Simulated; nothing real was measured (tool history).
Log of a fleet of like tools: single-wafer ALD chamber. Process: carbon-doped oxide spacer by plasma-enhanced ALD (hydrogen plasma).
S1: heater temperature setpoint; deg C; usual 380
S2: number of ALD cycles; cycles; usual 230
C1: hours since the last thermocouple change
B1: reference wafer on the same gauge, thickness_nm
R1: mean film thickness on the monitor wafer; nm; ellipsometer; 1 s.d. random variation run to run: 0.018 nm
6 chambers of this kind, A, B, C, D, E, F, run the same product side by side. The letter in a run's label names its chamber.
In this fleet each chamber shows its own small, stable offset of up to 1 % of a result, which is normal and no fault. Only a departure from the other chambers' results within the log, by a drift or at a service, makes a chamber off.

run 1E hour=7.5 | S1=380 S2=230 | C1=746.4 | B1=11.895 | R1=11.531
run 2C hour=16.8 | S1=380 S2=230 | C1=1677.6 | B1=11.892 | R1=11.534
run 3A hour=24.2 | S1=380 S2=230 | C1=450.5 | B1=11.894 | R1=11.593
run 4D hour=29 | S1=380 S2=230 | C1=1671 | B1=11.892 | R1=11.443
run 5F hour=36.7 | S1=380 S2=230 | C1=1736.9 | B1=11.889 | R1=11.55
run 6B hour=41.4 | S1=380 S2=230 | C1=1151.8 | B1=11.888 | R1=11.522
run 7B hour=46.4 | S1=380 S2=230 | C1=1156.8 | B1=11.881 | R1=11.536
run 8F hour=52.9 | S1=380 S2=230 | C1=1753.1 | B1=11.886 | R1=11.54
run 9A hour=60.4 | S1=380 S2=230 | C1=486.7 | B1=11.881 | R1=11.572
run 10D hour=67.2 | S1=380 S2=230 | C1=1709.2 | B1=11.879 | R1=11.447
run 11C hour=71.8 | S1=370 S2=208 | C1=1732.6 | B1=11.878 | R1=10.427
run 12E hour=77.8 | S1=370 S2=208 | C1=816.7 | B1=11.876 | R1=10.408
-- hour=80.2 chamber B: thermocouple changed; heater temperature recalibrated
run 13E hour=83.4 | S1=370 S2=208 | C1=822.3 | B1=11.874 | R1=10.425
-- hour=88.9 chamber F: thermocouple changed; heater temperature recalibrated
run 14F hour=90.6 | S1=370 S2=208 | C1=1.8 | B1=11.874 | R1=10.428
run 15A hour=95.2 | S1=370 S2=208 | C1=521.5 | B1=11.871 | R1=10.471
run 16C hour=101.3 | S1=370 S2=208 | C1=1762.1 | B1=11.874 | R1=10.428
run 17D hour=108.7 | S1=380 S2=230 | C1=1750.7 | B1=11.864 | R1=11.451
run 18B hour=114.1 | S1=380 S2=230 | C1=33.9 | B1=11.863 | R1=11.48
run 19F hour=120.7 | S1=380 S2=230 | C1=31.9 | B1=11.866 | R1=11.55
run 20E hour=130 | S1=380 S2=230 | C1=868.9 | B1=11.864 | R1=11.503
-- hour=133.5 chamber E: thermocouple changed; heater temperature recalibrated
run 21D hour=135.4 | S1=380 S2=230 | C1=1777.4 | B1=11.862 | R1=11.443
run 22C hour=143.1 | S1=380 S2=230 | C1=1803.9 | B1=11.857 | R1=11.516
run 23A hour=150.6 | S1=380 S2=230 | C1=576.9 | B1=11.853 | R1=11.504
run 24B hour=154.9 | S1=380 S2=230 | C1=74.7 | B1=11.855 | R1=11.499
run 25F hour=164.1 | S1=380 S2=230 | C1=75.3 | B1=11.846 | R1=11.5
run 26A hour=169.6 | S1=380 S2=230 | C1=595.9 | B1=11.847 | R1=11.507
run 27C hour=176.5 | S1=380 S2=230 | C1=1837.3 | B1=11.846 | R1=11.491
run 28B hour=185.1 | S1=391 S2=259 | C1=104.9 | B1=11.847 | R1=12.885
run 29E hour=193 | S1=391 S2=259 | C1=59.5 | B1=11.841 | R1=12.928
run 30D hour=199.6 | S1=391 S2=259 | C1=1841.6 | B1=11.842 | R1=12.818
run 31A hour=208.1 | S1=391 S2=259 | C1=634.4 | B1=11.835 | R1=12.95
run 32C hour=212.3 | S1=391 S2=259 | C1=1873.1 | B1=11.839 | R1=12.946
run 33D hour=217.5 | S1=391 S2=259 | C1=1859.5 | B1=11.832 | R1=12.814
run 34F hour=225.3 | S1=380 S2=230 | C1=136.5 | B1=11.833 | R1=11.5
run 35B hour=229.4 | S1=380 S2=230 | C1=149.2 | B1=11.834 | R1=11.461
run 36E hour=235.1 | S1=380 S2=230 | C1=101.6 | B1=11.828 | R1=11.505
run 37E hour=243.5 | S1=380 S2=230 | C1=110 | B1=11.827 | R1=11.493

Read the log: is a single chamber off, either drifting away or since a service, is the gauge that measures every chamber drifting, or is nothing wrong beyond small per-chamber offsets? Name any odd chamber and what most likely caused it.

Every chamber seems to shift together because the gauge that measures them all drifts; the chambers themselves are fine.
Cause: gauge reads low (%) = 0.631.

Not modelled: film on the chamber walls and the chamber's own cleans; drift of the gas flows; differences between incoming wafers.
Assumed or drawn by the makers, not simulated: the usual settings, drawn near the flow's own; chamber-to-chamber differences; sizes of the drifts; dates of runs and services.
